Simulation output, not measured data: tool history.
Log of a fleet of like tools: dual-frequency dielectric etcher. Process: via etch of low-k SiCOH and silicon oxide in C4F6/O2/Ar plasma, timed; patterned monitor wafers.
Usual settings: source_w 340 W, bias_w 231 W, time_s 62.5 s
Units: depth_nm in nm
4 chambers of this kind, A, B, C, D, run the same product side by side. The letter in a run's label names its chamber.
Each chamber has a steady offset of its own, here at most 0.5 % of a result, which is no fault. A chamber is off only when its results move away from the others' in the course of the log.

run   hour  source_w  bias_w  time_s  hours since the last wet clean  hours since the last source power generator calibration  hours since the last bias power generator calibration  read-back reference wafer on the same gauge, depth_nm  depth_nm
 1B   11.6       340     231    62.5                             207                                                   3669.7                                                  451.7                                                 187.01    166.06
 2D   21.4       340     231    62.5                           105.1                                                   1053.1                                                 1208.2                                                 186.97    165.83
 3A   32.4       340     231    62.5                           353.4                                                    327.8                                                 2309.3                                                 186.96    166.42
 4C     38       340     231    62.5                           400.8                                                      260                                                 1208.6                                                 186.87     167.5
 5C   48.9       340     231    62.5                           411.7                                                    270.9                                                 1219.5                                                 187.07     165.7
        57  -- chamber A: wet clean of the chamber
 6B   58.9       340     231    62.5                           254.3                                                     3717                                                    499                                                 187.03    165.39
 7A   68.4       340     231    62.5                            11.5                                                    363.8                                                 2345.3                                                 186.96    165.31
 8D   75.1       340     231    62.5                           158.8                                                   1106.8                                                 1261.9                                                 186.92    165.01
 9A   83.3       340     248    54.5                            26.4                                                    378.7                                                 2360.2                                                 187.25    149.46
      90.2  -- chamber C: wet clean of the chamber
10D   90.4       340     248    54.5                           174.1                                                   1122.1                                                 1277.2                                                 186.95     148.3
11C   99.9       340     248    54.5                             9.8                                                    321.9                                                 1270.5                                                 186.86    149.99
12B  106.9       340     248    54.5                           302.3                                                     3765                                                    547                                                 186.88    148.38
13D    112       340     231    62.5                           195.7                                                   1143.7                                                 1298.8                                                 186.92    164.46
     117.2  -- chamber B: wet clean of the chamber
14C  117.2       340     231    62.5                            27.1                                                    339.2                                                 1287.8                                                 187.04    166.88
15A  126.1       340     231    62.5                            69.2                                                    421.5                                                   2403                                                 187.03    166.27
16B  137.6       380     231    46.5                            20.5                                                   3795.7                                                  577.7                                                    187    123.26
17D  148.8       380     231    46.5                           232.5                                                   1180.5                                                 1335.6                                                 187.09     127.9
       152  -- chamber A: bias power generator calibrated
18B  154.5       380     231    46.5                            37.4                                                   3812.6                                                  594.6                                                 187.05    123.54
19A  166.3       380     231    46.5                           109.4                                                    461.7                                                   14.3                                                 187.07    129.33
20C  176.8       340     231    62.5                            86.7                                                    398.8                                                 1347.4                                                 187.01    166.84
21D  182.4       340     231    62.5                           266.1                                                   1214.1                                                 1369.2                                                 187.04    165.08
22C  192.1       340     231    62.5                             102                                                    414.1                                                 1362.7                                                 186.96    166.38
23B  201.3       340     231    62.5                            84.2                                                   3859.4                                                  641.4                                                 187.01    159.81
24A  206.8       370     231      74                           149.9                                                    502.2                                                   54.8                                                 187.08    203.83
25A  215.8       370     231      74                           158.9                                                    511.2                                                   63.8                                                 187.12    203.46
26D  227.1       370     231      74                           310.8                                                   1258.8                                                 1413.9                                                 187.02     201.8
27B  237.2       370     231      74                           120.1                                                   3895.3                                                  677.3                                                 186.89    195.11
28C    247       340     231    62.5                           156.9                                                      469                                                 1417.6                                                 187.07    167.64
29A  255.7       340     231    62.5                           198.8                                                    551.1                                                  103.7                                                 187.07    166.64
30C  261.4       340     231    62.5                           171.3                                                    483.4                                                   1432                                                 186.92     166.4
31B  270.1       340     231    62.5                             153                                                   3928.2                                                  710.2                                                 186.93    160.03
32D  281.8       340     231    62.5                           365.5                                                   1313.5                                                 1468.6                                                 187.07    164.48
33B  290.1       340     231    62.5                             173                                                   3948.2                                                  730.2                                                 186.98    159.09
34A  296.6       340     231    62.5                           239.7                                                      592                                                  144.6                                                  186.9    166.28
35D  306.8       340     231    62.5                           390.5                                                   1338.5                                                 1493.6                                                    187    164.81

What goes on in this fleet: one chamber off, a drifting gauge, or nothing beyond the chambers' own small offsets? Name the chamber and the cause, if any.

A service left chamber B off against the others.
Cause: etch rate under this chamber's usual, % = 3.97.

Here are 4 candidates for chamber B's next run, each the usual settings with a change, their results left as question marks. Which one brings its results back in line with what the others give on the usual settings?
In line means no further than this from the other chambers' mean on the usual settings: depth_nm 2 nm
36B-1  315.3       340     230    61.5                                                                                                                                                                                                                ?
36B-2  315.3       340     231      60                                                                                                                                                                                                                ?
36B-3  315.3       340     233      65                                                                                                                                                                                                                ?
36B-4  315.3       340     242    62.5                                                                                                                                                                                                                ?

The other chambers' mean on the usual settings: depth_nm 166.35 nm
  run  depth_nm
36B-1    156.55
36B-2    152.95
36B-3    166.17
36B-4    161.81
36B-3 brings the chamber back in line.

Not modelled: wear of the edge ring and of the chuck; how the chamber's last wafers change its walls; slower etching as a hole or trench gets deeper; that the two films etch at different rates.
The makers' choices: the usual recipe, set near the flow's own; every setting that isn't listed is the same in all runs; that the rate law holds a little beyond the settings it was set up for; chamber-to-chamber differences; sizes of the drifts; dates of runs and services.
